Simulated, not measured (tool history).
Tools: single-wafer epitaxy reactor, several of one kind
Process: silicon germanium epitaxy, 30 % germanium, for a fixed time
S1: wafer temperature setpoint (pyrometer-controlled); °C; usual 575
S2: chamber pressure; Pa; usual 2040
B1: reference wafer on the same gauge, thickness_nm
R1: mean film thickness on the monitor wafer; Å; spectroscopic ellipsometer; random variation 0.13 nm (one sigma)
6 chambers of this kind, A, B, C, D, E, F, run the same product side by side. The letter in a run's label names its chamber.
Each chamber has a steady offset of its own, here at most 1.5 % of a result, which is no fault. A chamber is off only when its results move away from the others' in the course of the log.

Run 1C, day 0.275: usual settings; B1 31.304. Result: R1 330.88 Å.
Run 2D, day 0.525: usual settings; B1 31.268. Result: R1 335.03 Å.
Run 3F, day 0.667: usual settings; B1 31.301. Result: R1 327.65 Å.
Run 4E, day 0.95: usual settings; B1 31.337. Result: R1 330.45 Å.
Run 5A, day 1.196: usual settings; B1 31.315. Result: R1 329.95 Å.
Run 6B, day 1.375: usual settings; B1 31.331. Result: R1 332.7 Å.
Run 7E, day 1.629: usual settings but S1 589 °C, S2 1880 Pa; B1 31.323. Result: R1 417.33 Å.
Run 8F, day 1.821: usual settings but S1 589 °C, S2 1880 Pa; B1 31.279. Result: R1 413.49 Å.
Run 9A, day 1.983: usual settings but S1 589 °C, S2 1880 Pa; B1 31.295. Result: R1 414.67 Å.
Run 10D, day 2.133: usual settings but S1 589 °C, S2 1880 Pa; B1 31.299. Result: R1 418.05 Å.
Run 11B, day 2.308: usual settings but S1 589 °C, S2 1880 Pa; B1 31.272. Result: R1 421.08 Å.
Run 12C, day 2.558: usual settings but S1 589 °C, S2 1880 Pa; B1 31.29. Result: R1 420.85 Å.
Run 13B, day 2.862: usual settings but S2 1707 Pa; B1 31.303. Result: R1 308.95 Å.
Run 14C, day 3.046: usual settings but S2 1707 Pa; B1 31.315. Result: R1 308.33 Å.
Run 15E, day 3.308: usual settings but S2 1707 Pa; B1 31.294. Result: R1 308.84 Å.
Run 16A, day 3.558: usual settings but S2 1707 Pa; B1 31.3. Result: R1 308.53 Å.
Run 17D, day 3.858: usual settings but S2 1707 Pa; B1 31.273. Result: R1 311.35 Å.
Run 18F, day 4.021: usual settings but S2 1707 Pa; B1 31.289. Result: R1 306.29 Å.
Run 19B, day 4.217: usual settings; B1 31.311. Result: R1 334.26 Å.
Run 20E, day 4.392: usual settings; B1 31.316. Result: R1 330.9 Å.
Run 21F, day 4.554: usual settings; B1 31.304. Result: R1 328.13 Å.
Run 22C, day 4.779: usual settings; B1 31.303. Result: R1 326.85 Å.
At day 4.812: chamber D: capacitance manometer re-zeroed and calibrated.
Run 23D, day 5.017: usual settings; B1 31.284. Result: R1 330.5 Å.
Run 24A, day 5.179: usual settings; B1 31.301. Result: R1 329.27 Å.
Run 25A, day 5.392: usual settings; B1 31.309. Result: R1 326.5 Å.
Run 26D, day 5.692: usual settings; B1 31.298. Result: R1 334.29 Å.
Run 27F, day 5.862: usual settings but S1 583 °C, S2 1827 Pa; B1 31.301. Result: R1 366.8 Å.
Run 28E, day 6.171: usual settings but S1 583 °C, S2 1827 Pa; B1 31.302. Result: R1 369.1 Å.
Run 29C, day 6.421: usual settings but S1 583 °C, S2 1827 Pa; B1 31.293. Result: R1 364.22 Å.
Run 30B, day 6.654: usual settings but S1 583 °C, S2 1827 Pa; B1 31.307. Result: R1 375.19 Å.
Run 31F, day 6.925: usual settings but S1 583 °C, S2 1827 Pa; B1 31.294. Result: R1 364.41 Å.
Run 32E, day 7.175: usual settings but S1 583 °C, S2 1827 Pa; B1 31.318. Result: R1 368.68 Å.
Run 33A, day 7.429: usual settings; B1 31.302. Result: R1 329.67 Å.
Run 34D, day 7.696: usual settings; B1 31.309. Result: R1 334.26 Å.
Run 35C, day 7.896: usual settings; B1 31.288. Result: R1 325.04 Å.
Run 36B, day 8.188: usual settings; B1 31.295. Result: R1 333.63 Å.
Run 37F, day 8.429: usual settings but S1 590 °C, S2 2226 Pa; B1 31.33. Result: R1 450.68 Å.
Run 38E, day 8.712: usual settings but S1 590 °C, S2 2226 Pa; B1 31.328. Result: R1 454.95 Å.
Run 39A, day 8.854: usual settings but S1 590 °C, S2 2226 Pa; B1 31.25. Result: R1 449.89 Å.

All 6 chambers run these settings next. Forecast each chamber's results:
Run 40A, day 9.083: usual settings but S2 2480 Pa. Result: R1 ?.
Run 40B, day 9.083: usual settings but S2 2480 Pa. Result: R1 ?.
Run 40C, day 9.083: usual settings but S2 2480 Pa. Result: R1 ?.
Run 40D, day 9.083: usual settings but S2 2480 Pa. Result: R1 ?.
Run 40E, day 9.083: usual settings but S2 2480 Pa. Result: R1 ?.
Run 40F, day 9.083: usual settings but S2 2480 Pa. Result: R1 ?.

run      R1
40A  356.06
40B  359.07
40C  346.36
40D  362.36
40E   357.9
40F  354.41
